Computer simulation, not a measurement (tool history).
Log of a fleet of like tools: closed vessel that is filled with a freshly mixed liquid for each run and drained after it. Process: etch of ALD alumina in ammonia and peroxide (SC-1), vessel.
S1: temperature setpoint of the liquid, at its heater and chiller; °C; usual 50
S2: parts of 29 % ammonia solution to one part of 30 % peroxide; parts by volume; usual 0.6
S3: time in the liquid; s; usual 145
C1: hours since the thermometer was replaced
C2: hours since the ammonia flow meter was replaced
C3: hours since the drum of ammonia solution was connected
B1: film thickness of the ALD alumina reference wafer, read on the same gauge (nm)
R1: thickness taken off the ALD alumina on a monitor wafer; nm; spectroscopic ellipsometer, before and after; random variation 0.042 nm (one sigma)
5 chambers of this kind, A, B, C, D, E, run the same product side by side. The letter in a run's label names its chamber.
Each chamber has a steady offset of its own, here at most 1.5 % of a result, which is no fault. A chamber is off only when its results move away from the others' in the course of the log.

run	hour	S1	S2	S3	C1	C2	C3	B1	R1
1D	6.3	50	0.6	145	1296.6	935.2	467.9	149.99	7.7836
2A	13.4	50	0.6	145	1954.6	837.2	413.4	149.99	7.5359
3C	25.1	50	0.6	145	672.5	1137.2	337.2	150.01	7.7029
4E	33.2	50	0.6	145	1637.7	1159.5	37.5	150	7.6659
5B	42.1	50	0.6	145	1619.6	778.9	1269.4	149.98	7.6754
6D	48.6	50	0.6	145	1338.9	977.5	510.2	149.99	7.7266
# hour 49: chamber B: new drum of ammonia solution connected
7C	59.5	50	0.6	145	706.9	1171.6	371.6	149.98	7.6302
8B	65.5	50	0.6	145	1643	802.3	16.6	150	7.711
9E	77	50	0.6	145	1681.5	1203.3	81.3	150.02	7.6772
10A	83.1	50	0.6	145	2024.3	906.9	483.1	149.97	7.6639
11A	90	50	0.6	145	2031.2	913.8	490	149.98	7.6436
12E	98.6	50	0.6	145	1703.1	1224.9	102.9	150.01	7.6649
# hour 109.7: chamber C: ammonia flow meter replaced
13C	110.3	50	0.6	145	757.7	0.7	422.4	149.98	7.5654
14B	116.3	50	0.6	145	1693.8	853.1	67.4	150.01	7.6958
# hour 122.8: chamber A: ammonia flow meter replaced
15D	127.9	50	0.6	145	1418.2	1056.8	589.5	150.02	7.8013
16C	135.1	50	0.6	145	782.5	25.5	447.2	150	7.5202
17B	143	45.5	0.6	145	1720.5	879.8	94.1	150.01	5.9911
18D	150.2	45.5	0.6	145	1440.5	1079.1	611.8	150	6.0286
19A	157.6	45.5	0.6	145	2098.8	34.8	557.6	149.99	5.9584
20E	164.7	45.5	0.6	145	1769.2	1291	169	149.99	5.9049
21C	176.7	45.5	0.6	145	824.1	67.1	488.8	150	5.7885
22B	186.6	50	0.6	145	1764.1	923.4	137.7	150.02	7.6188
23A	194.7	46	0.85	145	2135.9	71.9	594.7	150	6.3701
# hour 197.5: chamber A: new drum of ammonia solution connected
24D	203	46	0.85	145	1493.3	1131.9	664.6	149.99	6.3881
25E	208.9	46	0.85	145	1813.4	1335.2	213.2	150	6.2909
26B	215.4	46	0.85	145	1792.9	952.2	166.5	150	6.3122
27D	223.3	46	0.85	145	1513.6	1152.2	684.9	149.99	6.3948
28A	229.5	50	0.6	145	2170.7	106.7	32.1	149.99	7.6046
# hour 236.9: chamber E: thermometer replaced
29E	242.2	50	0.6	145	5.4	1368.5	246.5	150.02	7.6375
30C	248.3	50	0.6	145	895.7	138.7	560.4	150.01	7.2572

All 5 chambers run these settings next. Forecast each chamber's results:
31A	257.6	50	0.5	145					?
31B	257.6	50	0.5	145					?
31C	257.6	50	0.5	145					?
31D	257.6	50	0.5	145					?
31E	257.6	50	0.5	145					?

run	R1
31A	7.5406
31B	7.5446
31C	7.2118
31D	7.6233
31E	7.5233
